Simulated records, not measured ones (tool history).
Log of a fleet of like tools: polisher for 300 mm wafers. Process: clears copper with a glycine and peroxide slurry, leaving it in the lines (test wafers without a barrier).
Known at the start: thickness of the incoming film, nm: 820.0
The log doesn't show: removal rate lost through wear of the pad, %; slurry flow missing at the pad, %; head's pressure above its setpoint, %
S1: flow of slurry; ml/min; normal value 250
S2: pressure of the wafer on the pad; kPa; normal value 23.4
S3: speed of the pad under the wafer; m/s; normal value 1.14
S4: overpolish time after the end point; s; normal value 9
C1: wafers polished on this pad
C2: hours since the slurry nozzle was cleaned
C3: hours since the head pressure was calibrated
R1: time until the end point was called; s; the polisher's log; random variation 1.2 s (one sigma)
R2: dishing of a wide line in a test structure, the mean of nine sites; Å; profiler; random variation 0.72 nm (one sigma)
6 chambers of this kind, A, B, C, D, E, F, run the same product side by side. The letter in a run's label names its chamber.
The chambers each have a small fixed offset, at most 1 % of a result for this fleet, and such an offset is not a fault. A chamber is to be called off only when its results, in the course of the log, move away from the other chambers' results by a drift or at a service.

Run 1B, day 0.317: usual settings; C1 1208; C2 169.6; C3 155.5. Result: R1 133.96 s, R2 383.31 Å.
Run 2C, day 0.658: usual settings; C1 491; C2 41.5; C3 64.8. Result: R1 132.47 s, R2 388.44 Å.
At day 0.75: chamber B: worn pad replaced by a new one.
Run 3E, day 0.812: usual settings; C1 638; C2 89.7; C3 544.5. Result: R1 131.82 s, R2 378.36 Å.
Run 4A, day 1.096: usual settings; C1 327; C2 252.1; C3 913.7. Result: R1 133.97 s, R2 374.71 Å.
Run 5D, day 1.362: usual settings; C1 742; C2 294.2; C3 519.9. Result: R1 135.11 s, R2 388.19 Å.
At day 1.488: chamber D: slurry nozzle cleaned.
Run 6F, day 1.7: usual settings; C1 827; C2 246.1; C3 364.6. Result: R1 133.71 s, R2 377.41 Å.
At day 1.85: chamber D: worn pad replaced by a new one.
Run 7B, day 2.008: usual settings; C1 240; C2 210.2; C3 196.1. Result: R1 135.19 s, R2 375.84 Å.
At day 2.212: chamber E: worn pad replaced by a new one.
Run 8A, day 2.292: usual settings; C1 555; C2 280.8; C3 942.4. Result: R1 133.58 s, R2 392.91 Å.
Run 9F, day 2.633: usual settings; C1 1005; C2 268.5; C3 387. Result: R1 134.18 s, R2 377.02 Å.
At day 2.708: chamber C: worn pad replaced by a new one.
Run 10D, day 2.867: usual settings but S4 6 s; C1 193; C2 33.1; C3 556. Result: R1 132.89 s, R2 264.55 Å.
Run 11C, day 3.05: usual settings but S4 6 s; C1 65; C2 98.9; C3 122.2. Result: R1 134.94 s, R2 265.65 Å.
Run 12E, day 3.338: usual settings but S4 6 s; C1 214; C2 150.3; C3 605.1. Result: R1 134.38 s, R2 268.43 Å.
At day 3.346: chamber F: worn pad replaced by a new one.
Run 13C, day 3.538: usual settings but S4 6 s; C1 158; C2 110.6; C3 133.9. Result: R1 133.11 s, R2 271 Å.
At day 3.646: chamber A: head pressure recalibrated.
Run 14E, day 3.688: usual settings but S4 6 s; C1 281; C2 158.7; C3 613.5. Result: R1 132.06 s, R2 266.72 Å.
Run 15F, day 3.942: usual settings but S4 6 s; C1 113; C2 299.9; C3 418.4. Result: R1 133.47 s, R2 262.21 Å.
Run 16B, day 4.225: usual settings; C1 662; C2 263.4; C3 249.3. Result: R1 133.03 s, R2 392.05 Å.
Run 17A, day 4.438: usual settings; C1 964; C2 332.3; C3 19. Result: R1 134.19 s, R2 380.11 Å.
Run 18D, day 4.683: usual settings; C1 539; C2 76.7; C3 599.6. Result: R1 134.1 s, R2 374.69 Å.
Run 19B, day 4.938: usual settings; C1 798; C2 280.5; C3 266.4. Result: R1 133.64 s, R2 380.6 Å.
Run 20E, day 5.15: usual settings but S3 1.46 m/s; C1 559; C2 193.8; C3 648.6. Result: R1 106.9 s, R2 460.44 Å.
Run 21D, day 5.412: usual settings but S3 1.46 m/s; C1 678; C2 94.2; C3 617.1. Result: R1 108.49 s, R2 453.22 Å.
Run 22F, day 5.729: usual settings but S3 1.46 m/s; C1 454; C2 342.8; C3 461.3. Result: R1 107.61 s, R2 456.91 Å.
Run 23A, day 5.892: usual settings but S3 1.46 m/s; C1 1241; C2 367.2; C3 53.9. Result: R1 109.99 s, R2 418 Å.
Run 24C, day 6.067: usual settings but S3 1.46 m/s; C1 639; C2 171.3; C3 194.6. Result: R1 105.63 s, R2 448.91 Å.
At day 6.25: chamber E: worn pad replaced by a new one.
Run 25B, day 6.275: usual settings but S3 1.46 m/s; C1 1052; C2 312.6; C3 298.5. Result: R1 109.07 s, R2 453.44 Å.
At day 6.3: chamber D: worn pad replaced by a new one.
Run 26C, day 6.592: usual settings; C1 739; C2 183.9; C3 207.2. Result: R1 131.88 s, R2 385.74 Å.
At day 6.729: chamber C: worn pad replaced by a new one.
Run 27D, day 6.796: usual settings; C1 94; C2 127.4; C3 650.3. Result: R1 132.27 s, R2 356.14 Å.
Run 28E, day 7.033: usual settings; C1 149; C2 239; C3 693.8. Result: R1 133.47 s, R2 377.05 Å.
Run 29F, day 7.179: usual settings but S1 175 ml/min, S3 1.44 m/s; C1 730; C2 377.6; C3 496.1. Result: R1 116.99 s, R2 439.67 Å.
At day 7.212: chamber F: head pressure recalibrated.
Run 30A, day 7.467: usual settings but S1 175 ml/min, S3 1.44 m/s; C1 1541; C2 405; C3 91.7. Result: R1 119.52 s, R2 400.01 Å.
At day 7.692: chamber B: worn pad replaced by a new one.
Run 31F, day 7.75: usual settings but S1 175 ml/min, S3 1.44 m/s; C1 839; C2 391.3; C3 13. Result: R1 115.4 s, R2 447.27 Å.
Run 32D, day 8.038: usual settings but S1 175 ml/min, S3 1.44 m/s; C1 331; C2 157.2; C3 680.1. Result: R1 115.55 s, R2 430.35 Å.
Run 33E, day 8.358: usual settings but S1 175 ml/min, S3 1.44 m/s; C1 401; C2 270.8; C3 725.6. Result: R1 114.43 s, R2 425.6 Å.
Run 34A, day 8.683: usual settings but S1 175 ml/min, S3 1.44 m/s; C1 1772; C2 434.2; C3 120.9. Result: R1 121.68 s, R2 414.37 Å.
Run 35B, day 8.912: usual settings but S2 31 kPa, S4 13 s; C1 232; C2 375.9; C3 361.8. Result: R1 103.76 s, R2 630.54 Å.
Run 36C, day 9.083: usual settings but S2 31 kPa, S4 13 s; C1 448; C2 243.7; C3 267. Result: R1 104.12 s, R2 635.17 Å.
Run 37B, day 9.425: usual settings but S2 31 kPa, S4 13 s; C1 330; C2 388.2; C3 374.1. Result: R1 103.56 s, R2 620.56 Å.
Run 38D, day 9.646: usual settings but S2 31 kPa, S4 13 s; C1 637; C2 195.8; C3 718.7. Result: R1 105.39 s, R2 627 Å.
Run 39C, day 9.854: usual settings but S2 31 kPa, S4 13 s; C1 595; C2 262.2; C3 285.5. Result: R1 102.51 s, R2 652.71 Å.
Run 40E, day 10.096: usual settings but S2 31 kPa, S4 13 s; C1 732; C2 312.5; C3 767.3. Result: R1 103.98 s, R2 647.09 Å.
Run 41A, day 10.338: usual settings; C1 2088; C2 473.9; C3 160.6. Result: R1 149.85 s, R2 338.02 Å.
Run 42F, day 10.521: usual settings; C1 1367; C2 457.8; C3 79.5. Result: R1 134.82 s, R2 383.78 Å.
At day 10.646: chamber F: worn pad replaced by a new one.
Run 43F, day 10.796: usual settings; C1 28; C2 464.4; C3 86.1. Result: R1 135.59 s, R2 385.28 Å.
At day 11.008: chamber C: worn pad replaced by a new one.
Run 44C, day 11.104: usual settings; C1 18; C2 292.2; C3 315.5. Result: R1 132.45 s, R2 382.54 Å.

The same settings go to every chamber for the next run, one line per chamber below. Forecast the results for each:
Run 45A, day 11.35: usual settings but S2 15.9 kPa. Result: R1 ?, R2 ?.
Run 45B, day 11.35: usual settings but S2 15.9 kPa. Result: R1 ?, R2 ?.
Run 45C, day 11.35: usual settings but S2 15.9 kPa. Result: R1 ?, R2 ?.
Run 45D, day 11.35: usual settings but S2 15.9 kPa. Result: R1 ?, R2 ?.
Run 45E, day 11.35: usual settings but S2 15.9 kPa. Result: R1 ?, R2 ?.
Run 45F, day 11.35: usual settings but S2 15.9 kPa. Result: R1 ?, R2 ?.

run      R1      R2
45A  207.75  252.71
45B  187.19  277.81
45C  186.42  268.11
45D  187.68  281.56
45E  187.33   278.7
45F  189.48  279.94
